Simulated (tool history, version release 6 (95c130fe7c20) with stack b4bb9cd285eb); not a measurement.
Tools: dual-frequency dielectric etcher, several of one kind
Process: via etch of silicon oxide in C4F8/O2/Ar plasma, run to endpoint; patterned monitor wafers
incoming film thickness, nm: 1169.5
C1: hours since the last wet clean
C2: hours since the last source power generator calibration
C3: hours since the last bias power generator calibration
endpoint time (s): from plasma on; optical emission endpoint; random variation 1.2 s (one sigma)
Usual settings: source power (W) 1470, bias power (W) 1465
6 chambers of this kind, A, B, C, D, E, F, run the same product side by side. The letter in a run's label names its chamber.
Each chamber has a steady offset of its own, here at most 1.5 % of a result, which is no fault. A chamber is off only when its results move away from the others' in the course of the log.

{"run": "1B", "hour": 12.2, "source power (W)": 1470, "bias power (W)": 1465, "C1": 550.6, "C2": 791.1, "C3": 807.6, "endpoint time (s)": 283.69}
{"run": "2C", "hour": 25.3, "source power (W)": 1470, "bias power (W)": 1465, "C1": 288.5, "C2": 412.2, "C3": 1447.7, "endpoint time (s)": 287.43}
{"run": "3E", "hour": 39.9, "source power (W)": 1470, "bias power (W)": 1465, "C1": 373.0, "C2": 1971.8, "C3": 445.1, "endpoint time (s)": 287.31}
{"hour": 46.8, "done": "chamber B: wet clean of the chamber"}
{"run": "4D", "hour": 54.4, "source power (W)": 1470, "bias power (W)": 1465, "C1": 237.5, "C2": 363.8, "C3": 114.9, "endpoint time (s)": 289.23}
{"run": "5A", "hour": 68.1, "source power (W)": 1470, "bias power (W)": 1465, "C1": 164.6, "C2": 1864.0, "C3": 4279.2, "endpoint time (s)": 285.82}
{"run": "6F", "hour": 82.6, "source power (W)": 1310, "bias power (W)": 1465, "C1": 662.3, "C2": 1166.1, "C3": 2006.5, "endpoint time (s)": 298.77}
{"run": "7F", "hour": 90.0, "source power (W)": 1310, "bias power (W)": 1465, "C1": 669.7, "C2": 1173.5, "C3": 2013.9, "endpoint time (s)": 297.1}
{"run": "8D", "hour": 102.9, "source power (W)": 1310, "bias power (W)": 1465, "C1": 286.0, "C2": 412.3, "C3": 163.4, "endpoint time (s)": 301.84}
{"hour": 105.1, "done": "chamber F: wet clean of the chamber"}
{"run": "9E", "hour": 111.2, "source power (W)": 1310, "bias power (W)": 1465, "C1": 444.3, "C2": 2043.1, "C3": 516.4, "endpoint time (s)": 302.94}
{"hour": 118.9, "done": "chamber C: wet clean of the chamber"}
{"run": "10C", "hour": 126.5, "source power (W)": 1310, "bias power (W)": 1465, "C1": 7.7, "C2": 513.4, "C3": 1548.9, "endpoint time (s)": 298.97}
{"run": "11A", "hour": 141.6, "source power (W)": 1310, "bias power (W)": 1465, "C1": 238.1, "C2": 1937.5, "C3": 4352.7, "endpoint time (s)": 300.94}
{"run": "12B", "hour": 153.7, "source power (W)": 1470, "bias power (W)": 1465, "C1": 106.9, "C2": 932.6, "C3": 949.1, "endpoint time (s)": 279.9}
{"run": "13A", "hour": 169.2, "source power (W)": 1470, "bias power (W)": 1465, "C1": 265.7, "C2": 1965.1, "C3": 4380.3, "endpoint time (s)": 288.16}
{"run": "14E", "hour": 180.2, "source power (W)": 1470, "bias power (W)": 1465, "C1": 513.3, "C2": 2112.1, "C3": 585.4, "endpoint time (s)": 287.92}
{"run": "15B", "hour": 188.2, "source power (W)": 1470, "bias power (W)": 1465, "C1": 141.4, "C2": 967.1, "C3": 983.6, "endpoint time (s)": 282.82}
{"run": "16F", "hour": 203.4, "source power (W)": 1470, "bias power (W)": 1465, "C1": 98.4, "C2": 1286.9, "C3": 2127.3, "endpoint time (s)": 285.52}
{"run": "17D", "hour": 210.9, "source power (W)": 1470, "bias power (W)": 1465, "C1": 394.0, "C2": 520.3, "C3": 271.4, "endpoint time (s)": 287.76}
{"hour": 216.0, "done": "chamber E: wet clean of the chamber"}
{"run": "18C", "hour": 225.4, "source power (W)": 1610, "bias power (W)": 1211, "C1": 106.6, "C2": 612.3, "C3": 1647.8, "endpoint time (s)": 289.29}
{"run": "19F", "hour": 238.8, "source power (W)": 1610, "bias power (W)": 1211, "C1": 133.8, "C2": 1322.3, "C3": 2162.7, "endpoint time (s)": 287.87}
{"hour": 245.7, "done": "chamber A: bias power generator calibrated"}
{"hour": 249.3, "done": "chamber D: wet clean of the chamber"}
{"run": "20C", "hour": 254.3, "source power (W)": 1610, "bias power (W)": 1211, "C1": 135.5, "C2": 641.2, "C3": 1676.7, "endpoint time (s)": 289.11}
{"run": "21B", "hour": 266.3, "source power (W)": 1610, "bias power (W)": 1211, "C1": 219.5, "C2": 1045.2, "C3": 1061.7, "endpoint time (s)": 286.62}
{"run": "22E", "hour": 278.0, "source power (W)": 1610, "bias power (W)": 1211, "C1": 62.1, "C2": 2209.9, "C3": 683.2, "endpoint time (s)": 290.94}
{"run": "23A", "hour": 291.3, "source power (W)": 1610, "bias power (W)": 1211, "C1": 387.8, "C2": 2087.2, "C3": 45.6, "endpoint time (s)": 287.94}
{"run": "24D", "hour": 305.5, "source power (W)": 1470, "bias power (W)": 1465, "C1": 56.3, "C2": 614.9, "C3": 366.0, "endpoint time (s)": 286.18}
{"run": "25E", "hour": 316.2, "source power (W)": 1470, "bias power (W)": 1465, "C1": 100.3, "C2": 2248.1, "C3": 721.4, "endpoint time (s)": 287.36}
{"run": "26F", "hour": 328.1, "source power (W)": 1470, "bias power (W)": 1357, "C1": 223.1, "C2": 1411.6, "C3": 2252.0, "endpoint time (s)": 290.87}
{"run": "27D", "hour": 338.0, "source power (W)": 1470, "bias power (W)": 1357, "C1": 88.8, "C2": 647.4, "C3": 398.5, "endpoint time (s)": 295.57}
{"run": "28A", "hour": 350.3, "source power (W)": 1470, "bias power (W)": 1357, "C1": 446.8, "C2": 2146.2, "C3": 104.6, "endpoint time (s)": 292.12}
{"hour": 356.7, "done": "chamber A: wet clean of the chamber"}
{"run": "29B", "hour": 365.5, "source power (W)": 1470, "bias power (W)": 1357, "C1": 318.7, "C2": 1144.4, "C3": 1160.9, "endpoint time (s)": 287.99}
{"run": "30C", "hour": 374.0, "source power (W)": 1470, "bias power (W)": 1357, "C1": 255.2, "C2": 760.9, "C3": 1796.4, "endpoint time (s)": 292.52}
{"run": "31E", "hour": 388.8, "source power (W)": 1470, "bias power (W)": 1357, "C1": 172.9, "C2": 2320.7, "C3": 794.0, "endpoint time (s)": 293.25}
{"run": "32A", "hour": 401.9, "source power (W)": 1140, "bias power (W)": 1465, "C1": 45.2, "C2": 2197.8, "C3": 156.2, "endpoint time (s)": 318.95}
{"run": "33D", "hour": 413.4, "source power (W)": 1140, "bias power (W)": 1465, "C1": 164.2, "C2": 722.8, "C3": 473.9, "endpoint time (s)": 320.7}
{"run": "34B", "hour": 428.5, "source power (W)": 1140, "bias power (W)": 1465, "C1": 381.7, "C2": 1207.4, "C3": 1223.9, "endpoint time (s)": 309.72}
{"run": "35F", "hour": 440.5, "source power (W)": 1140, "bias power (W)": 1465, "C1": 335.5, "C2": 1524.0, "C3": 2364.4, "endpoint time (s)": 318.87}
{"run": "36C", "hour": 448.3, "source power (W)": 1140, "bias power (W)": 1465, "C1": 329.5, "C2": 835.2, "C3": 1870.7, "endpoint time (s)": 318.56}
{"run": "37E", "hour": 462.3, "source power (W)": 1140, "bias power (W)": 1465, "C1": 246.4, "C2": 2394.2, "C3": 867.5, "endpoint time (s)": 318.79}
{"run": "38F", "hour": 477.4, "source power (W)": 1470, "bias power (W)": 1465, "C1": 372.4, "C2": 1560.9, "C3": 2401.3, "endpoint time (s)": 284.71}
{"run": "39B", "hour": 491.7, "source power (W)": 1470, "bias power (W)": 1465, "C1": 444.9, "C2": 1270.6, "C3": 1287.1, "endpoint time (s)": 282.73}
{"run": "40C", "hour": 502.9, "source power (W)": 1210, "bias power (W)": 1675, "C1": 384.1, "C2": 889.8, "C3": 1925.3, "endpoint time (s)": 299.74}
{"run": "41D", "hour": 518.4, "source power (W)": 1210, "bias power (W)": 1675, "C1": 269.2, "C2": 827.8, "C3": 578.9, "endpoint time (s)": 299.68}

What goes on in this fleet: one chamber off, a drifting gauge, or nothing beyond the chambers' own small offsets? Name the chamber and the cause, if any.

No chamber stands off beyond its own small offset, and the gauge holds steady.
